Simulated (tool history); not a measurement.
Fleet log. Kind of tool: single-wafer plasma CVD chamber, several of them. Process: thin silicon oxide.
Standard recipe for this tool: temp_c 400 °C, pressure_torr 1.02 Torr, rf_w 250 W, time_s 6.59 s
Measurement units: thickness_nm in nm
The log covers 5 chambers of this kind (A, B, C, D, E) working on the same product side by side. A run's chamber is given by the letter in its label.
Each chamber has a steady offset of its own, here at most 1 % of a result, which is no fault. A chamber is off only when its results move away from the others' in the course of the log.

run     day  temp_c  pressure_torr  rf_w  time_s  hours since the last thermocouple change  hours since the last RF generator calibration  hours since the last manometer calibration  read-back reference wafer on the same gauge, thickness_nm  thickness_nm
 1C   0.442     400           1.02   250    6.59                                    1932.8                                         1087.6                                       499.6                                                     13.703        13.690
 2A   0.962     400           1.02   250    6.59                                    1526.0                                         1472.9                                      1240.8                                                     13.701        13.633
      1.004  -- chamber C: RF generator calibrated
      1.204  -- chamber C: thermocouple changed; heater temperature recalibrated
 3D   1.467     400           1.02   250    6.59                                     255.5                                          761.8                                       119.8                                                     13.692        13.773
      1.888  -- chamber E: capacitance manometer re-zeroed and calibrated
 4E   1.942     400           1.02   250    6.59                                    1835.3                                         1197.9                                         1.3                                                     13.705        13.813
 5B   2.379     400           1.02   250    6.59                                    1175.5                                          178.6                                       326.1                                                     13.693        13.696
 6D   3.000     400           1.02   250    6.59                                     292.3                                          798.6                                       156.6                                                     13.708        13.715
      3.004  -- chamber B: thermocouple changed; heater temperature recalibrated
 7E   3.479     400           1.02   250    6.59                                    1872.2                                         1234.8                                        38.2                                                     13.702        13.772
 8C   3.958     400           1.02   250    6.59                                      66.1                                           70.9                                       584.0                                                     13.698        13.550
 9B   4.375     400           1.02   250    6.59                                      32.9                                          226.5                                       374.0                                                     13.706        13.624
10A   4.762     400           0.92   250    7.53                                    1617.2                                         1564.1                                      1332.0                                                     13.704        14.398
      4.900  -- chamber E: thermocouple changed; heater temperature recalibrated
11B   5.204     400           0.92   250    7.53                                      52.8                                          246.4                                       393.9                                                     13.695        14.394
12A   5.625     400           0.92   250    7.53                                    1637.9                                         1584.8                                      1352.7                                                     13.702        14.424
13D   6.033     400           0.92   250    7.53                                     365.1                                          871.4                                       229.4                                                     13.697        14.506
14C   6.629     400           0.92   250    7.53                                     130.2                                          135.0                                       648.1                                                     13.699        14.321
15E   7.275     400           1.02   250    6.59                                      57.0                                         1325.9                                       129.3                                                     13.698        13.813
16D   7.788     400           1.02   250    6.59                                     407.2                                          913.5                                       271.5                                                     13.690        13.735
      7.854  -- chamber D: RF generator calibrated
      8.271  -- chamber A: capacitance manometer re-zeroed and calibrated
17A   8.288     400           1.02   250    6.59                                    1701.8                                         1648.7                                         0.4                                                     13.704        13.744
18C   8.642     400           1.02   250    6.59                                     178.5                                          183.3                                       696.4                                                     13.718        13.586
19E   8.933     400           1.02   250    6.59                                      96.8                                         1365.7                                       169.1                                                     13.701        13.885
20B   9.408     400           1.02   250    6.59                                     153.7                                          347.3                                       494.8                                                     13.705        13.670
21B   9.875     405           1.02   250    6.59                                     164.9                                          358.5                                       506.0                                                     13.704        13.640
22A  10.396     405           1.02   250    6.59                                    1752.4                                         1699.3                                        51.0                                                     13.704        13.586
23D  10.904     405           1.02   250    6.59                                     482.0                                           73.2                                       346.3                                                     13.695        13.743
24E  11.296     405           1.02   250    6.59                                     153.5                                         1422.4                                       225.8                                                     13.698        13.810
25C  11.638     405           1.02   250    6.59                                     250.4                                          255.2                                       768.3                                                     13.708        13.558
     11.758  -- chamber A: RF generator calibrated
26B  12.017     400           1.02   250    6.59                                     216.3                                          409.9                                       557.4                                                     13.692        13.639
27D  12.362     400           1.10   250    6.59                                     517.0                                          108.2                                       381.3                                                     13.689        14.521
28E  12.933     400           1.10   250    6.59                                     192.8                                         1461.7                                       265.1                                                     13.710        14.566
29C  13.367     400           1.10   250    6.59                                     291.9                                          296.7                                       809.8                                                     13.690        14.324
30A  13.812     400           1.10   250    6.59                                    1834.4                                           49.3                                       133.0                                                     13.703        14.353
31E  14.279     400           1.10   250    6.59                                     225.1                                         1494.0                                       297.4                                                     13.709        14.520
32D  14.892     400           1.02   250    6.59                                     577.7                                          168.9                                       442.0                                                     13.704        13.806
33B  15.400     400           1.02   250    6.59                                     297.5                                          491.1                                       638.6                                                     13.706        13.664
34A  15.904     400           1.02   250    6.59                                    1884.6                                           99.5                                       183.2                                                     13.707        13.628

For the next run the whole fleet of 5 chambers uses the same settings. Give each chamber's results:
35A  16.375     400           1.02   250    6.59                                                                                                                                                                                                             ?
35B  16.375     400           1.02   250    6.59                                                                                                                                                                                                             ?
35C  16.375     400           1.02   250    6.59                                                                                                                                                                                                             ?
35D  16.375     400           1.02   250    6.59                                                                                                                                                                                                             ?
35E  16.375     400           1.02   250    6.59                                                                                                                                                                                                             ?

run  thickness_nm
35A        13.642
35B        13.701
35C        13.644
35D        13.737
35E        13.837
